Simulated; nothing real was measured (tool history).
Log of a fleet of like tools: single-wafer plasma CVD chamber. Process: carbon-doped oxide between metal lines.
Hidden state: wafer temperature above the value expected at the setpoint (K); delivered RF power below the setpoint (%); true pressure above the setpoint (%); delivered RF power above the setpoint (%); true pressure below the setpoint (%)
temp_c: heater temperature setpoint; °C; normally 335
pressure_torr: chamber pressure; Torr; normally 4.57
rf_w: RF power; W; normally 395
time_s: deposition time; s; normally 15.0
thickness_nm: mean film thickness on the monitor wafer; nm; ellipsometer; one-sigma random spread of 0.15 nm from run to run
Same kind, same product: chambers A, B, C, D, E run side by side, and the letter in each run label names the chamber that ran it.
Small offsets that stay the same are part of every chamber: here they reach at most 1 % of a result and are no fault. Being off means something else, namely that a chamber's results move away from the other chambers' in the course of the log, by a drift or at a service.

run   hour  temp_c  pressure_torr  rf_w  time_s  hours since the last thermocouple change  hours since the last RF generator calibration  hours since the last manometer calibration  read-back reference wafer on the same gauge, thickness_nm  thickness_nm
 1D    5.8     335           4.57   395    15.0                                    1135.9                                         1507.7                                       798.5                                                     68.045        67.693
 2A   10.4     335           4.57   395    15.0                                    2270.2                                          343.9                                      1616.8                                                     68.002        67.779
 3C   16.0     335           4.57   395    15.0                                    2584.4                                           22.8                                      1257.6                                                     68.006        67.986
 4B   20.0     335           4.57   395    15.0                                     829.6                                          224.3                                      1253.8                                                     68.000        68.283
 5E   25.4     335           4.57   395    15.0                                     515.1                                          220.6                                      1511.5                                                     67.973        67.818
 6D   29.1     335           4.57   395    15.0                                    1159.2                                         1531.0                                       821.8                                                     67.995        67.705
 7B   34.1     335           4.57   395    15.0                                     843.7                                          238.4                                      1267.9                                                     68.005        68.137
 8C   37.7     335           4.57   395    15.0                                    2606.1                                           44.5                                      1279.3                                                     67.997        67.693
 9E   43.6     335           4.57   345    15.0                                     533.3                                          238.8                                      1529.7                                                     67.975        60.938
10A   47.2     335           4.57   345    15.0                                    2307.0                                          380.7                                      1653.6                                                     68.025        61.151
11B   50.6     335           4.57   345    15.0                                     860.2                                          254.9                                      1284.4                                                     67.982        61.493
12A   56.0     335           4.57   345    15.0                                    2315.8                                          389.5                                      1662.4                                                     67.995        61.054
13C   59.9     335           4.57   345    15.0                                    2628.3                                           66.7                                      1301.5                                                     67.972        61.054
14E   64.1     335           4.57   395    15.0                                     553.8                                          259.3                                      1550.2                                                     67.962        67.660
15D   69.2     335           4.20   395    15.0                                    1199.3                                         1571.1                                       861.9                                                     68.034        66.986
16E   73.9     335           4.20   395    15.0                                     563.6                                          269.1                                      1560.0                                                     68.000        67.203
17C   77.0     335           4.20   395    15.0                                    2645.4                                           83.8                                      1318.6                                                     68.035        67.073
18B   82.4     335           4.20   395    15.0                                     892.0                                          286.7                                      1316.2                                                     67.973        66.936
19D   85.9     335           4.20   395    15.0                                    1216.0                                         1587.8                                       878.6                                                     67.992        66.961
20A   88.7     335           4.57   395    12.2                                    2348.5                                          422.2                                      1695.1                                                     68.043        55.295
21E   92.4     335           4.57   395    12.2                                     582.1                                          287.6                                      1578.5                                                     68.009        55.184
22B   98.0     335           4.57   395    12.2                                     907.6                                          302.3                                      1331.8                                                     68.009        54.673
23D  102.7     335           4.57   395    12.2                                    1232.8                                         1604.6                                       895.4                                                     68.011        55.288
24A  105.4     335           4.57   395    12.2                                    2365.2                                          438.9                                      1711.8                                                     67.952        55.168
     107.6  -- chamber C: thermocouple changed; heater temperature recalibrated
25C  110.2     335           4.57   395    15.0                                       2.6                                          117.0                                      1351.8                                                     68.016        67.733
26B  115.8     335           4.57   395    15.0                                     925.4                                          320.1                                      1349.6                                                     67.983        66.884
27A  118.9     335           4.57   395    15.0                                    2378.7                                          452.4                                      1725.3                                                     68.006        67.717
28E  121.6     335           4.57   360    16.6                                     611.3                                          316.8                                      1607.7                                                     67.980        69.901
29D  124.5     335           4.57   360    16.6                                    1254.6                                         1626.4                                       917.2                                                     67.989        69.949
30C  130.6     335           4.57   360    16.6                                      23.0                                          137.4                                      1372.2                                                     68.026        69.592

Next, every chamber runs the same settings. What will each give?
31A  135.0     335           4.57   395    15.0                                                                                                                                                                                                             ?
31B  135.0     335           4.57   395    15.0                                                                                                                                                                                                             ?
31C  135.0     335           4.57   395    15.0                                                                                                                                                                                                             ?
31D  135.0     335           4.57   395    15.0                                                                                                                                                                                                             ?
31E  135.0     335           4.57   395    15.0                                                                                                                                                                                                             ?

run  thickness_nm
31A        67.740
31B        66.410
31C        67.636
31D        67.743
31E        68.181

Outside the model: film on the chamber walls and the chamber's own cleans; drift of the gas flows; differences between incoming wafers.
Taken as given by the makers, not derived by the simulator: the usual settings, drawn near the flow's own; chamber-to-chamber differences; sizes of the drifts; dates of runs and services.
